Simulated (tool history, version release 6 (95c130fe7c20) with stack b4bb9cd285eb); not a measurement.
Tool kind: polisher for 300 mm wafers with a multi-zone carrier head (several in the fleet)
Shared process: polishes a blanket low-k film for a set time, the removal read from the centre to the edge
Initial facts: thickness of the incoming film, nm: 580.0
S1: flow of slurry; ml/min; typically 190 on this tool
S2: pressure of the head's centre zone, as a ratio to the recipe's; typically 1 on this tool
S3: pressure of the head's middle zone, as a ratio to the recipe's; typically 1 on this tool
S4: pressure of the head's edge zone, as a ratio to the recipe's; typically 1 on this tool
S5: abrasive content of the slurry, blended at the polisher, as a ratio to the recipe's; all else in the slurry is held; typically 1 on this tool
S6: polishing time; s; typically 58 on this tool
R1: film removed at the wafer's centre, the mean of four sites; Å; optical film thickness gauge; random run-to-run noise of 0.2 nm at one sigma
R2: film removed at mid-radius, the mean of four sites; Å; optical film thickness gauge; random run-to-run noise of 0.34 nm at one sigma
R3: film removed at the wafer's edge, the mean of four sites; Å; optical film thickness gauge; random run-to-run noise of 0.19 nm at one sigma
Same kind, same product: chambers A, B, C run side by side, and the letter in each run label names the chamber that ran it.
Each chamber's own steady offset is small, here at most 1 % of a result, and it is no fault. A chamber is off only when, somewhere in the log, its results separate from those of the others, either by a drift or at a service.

run,hour,S1,S2,S3,S4,S5,S6,R1,R2,R3
# hour 4: chamber A: worn pad replaced by a new one
# hour 5.4: chamber B: centre zone pressure recalibrated
1C,6,190,1,1,1,1,58,246.36,242.07,245.92
2B,10.9,190,1,1,1,1,58,244.49,244.47,244.05
3A,16.2,190,1,1,1,1,58,242.25,245.83,245.17
4B,23.8,190,1,1,1,1,58,245.76,243.21,241.17
5A,27.3,190,0.92,1,1.08,1,58,224.69,248.63,252.61
# hour 31: chamber C: worn pad replaced by a new one
6C,32.2,190,0.92,1,1.08,1,58,222.77,245.01,260.04
7A,37.4,190,0.92,1,1.08,1,58,223.44,243.3,257.65
# hour 41.6: chamber C: slurry nozzle cleaned
8C,41.6,190,1,1,1,1,58,245.01,246.66,244.79
9B,46.6,190,1,1,1.08,0.7,58,202.48,199.85,209.03
10A,50.4,190,1,1,1.08,0.7,58,203.76,204.54,213.08
# hour 51.6: chamber A: worn pad replaced by a new one
11B,57.3,190,1,1,1.08,0.7,58,198.78,201.06,204.89
12C,61.9,190,1,1,1,1,58,245.5,243.92,249.57
13A,65.9,190,1,1,1,1,58,243.62,243.95,241.92
14C,69.7,190,1,1,1,1,58,245.79,242.57,243.79
15B,75.9,190,1,1,1,1,58,238.4,229.73,234.95
# hour 78.8: chamber C: worn pad replaced by a new one
16B,81.1,190,1,1,1,1,58,240.39,234.81,237.76
17C,86.4,190,1,1,1,1,58,245.56,249.15,245.92
18A,93.6,190,1,1,1,1,58,242.37,239.12,246.53
19A,100.6,190,1,1,1,1,58,241.54,248.15,241.39
# hour 100.9: chamber A: worn pad replaced by a new one
20B,106.8,190,1,1,1,1,58,231.32,233.15,231.15
21C,110.3,190,1,1,1,1,58,245.78,250.19,243.25
22A,115,145,1,1.06,1,1,58,231.31,243.61,237.61
# hour 116.6: chamber A: centre zone pressure recalibrated
23C,119.3,145,1,1.06,1,1,58,232.61,241.28,237.84
24B,127.1,145,1,1.06,1,1,58,216.2,236.33,220.8
# hour 127.5: chamber C: worn pad replaced by a new one
25B,131.2,190,1,1,1,1,58,229.18,229.09,229.54
26C,137.6,190,1,1,1,1,58,242.29,243.15,243.54
27A,144.2,190,1,1,1,1,58,242.11,244.39,244.29
28C,148.3,190,1,1,1,1,58,249.12,241.98,247.94
29A,153,190,1,1,1,1,58,241.61,250.66,244.68
# hour 158.1: chamber A: worn pad replaced by a new one
30B,158.5,190,1,1,1,1,58,225.1,224.21,226.14
31C,163.6,190,1,1,1,1,58,250.03,247.53,246.2
# hour 167.9: chamber C: worn pad replaced by a new one
32B,169.8,190,1,1,1,1,58,225.14,216.69,222.55
33A,174.6,190,1,1,1,1,58,243.52,249.25,243.85
34B,179.1,190,1,1,1,1,58,218.39,222.49,218.95
35A,183.1,190,1,1,1,1,58,244.41,245.02,244.53
36C,191,190,1,1,1,1,58,247.04,248.53,246.14

Next, every chamber runs the same settings. What will each give?
37A,196.6,190,1,1,1,1,58,?,?,?
37B,196.6,190,1,1,1,1,58,?,?,?
37C,196.6,190,1,1,1,1,58,?,?,?

run,R1,R2,R3
37A,242.4,247.78,241.38
37B,217.72,222.87,216.82
37C,246.41,239.19,246.74

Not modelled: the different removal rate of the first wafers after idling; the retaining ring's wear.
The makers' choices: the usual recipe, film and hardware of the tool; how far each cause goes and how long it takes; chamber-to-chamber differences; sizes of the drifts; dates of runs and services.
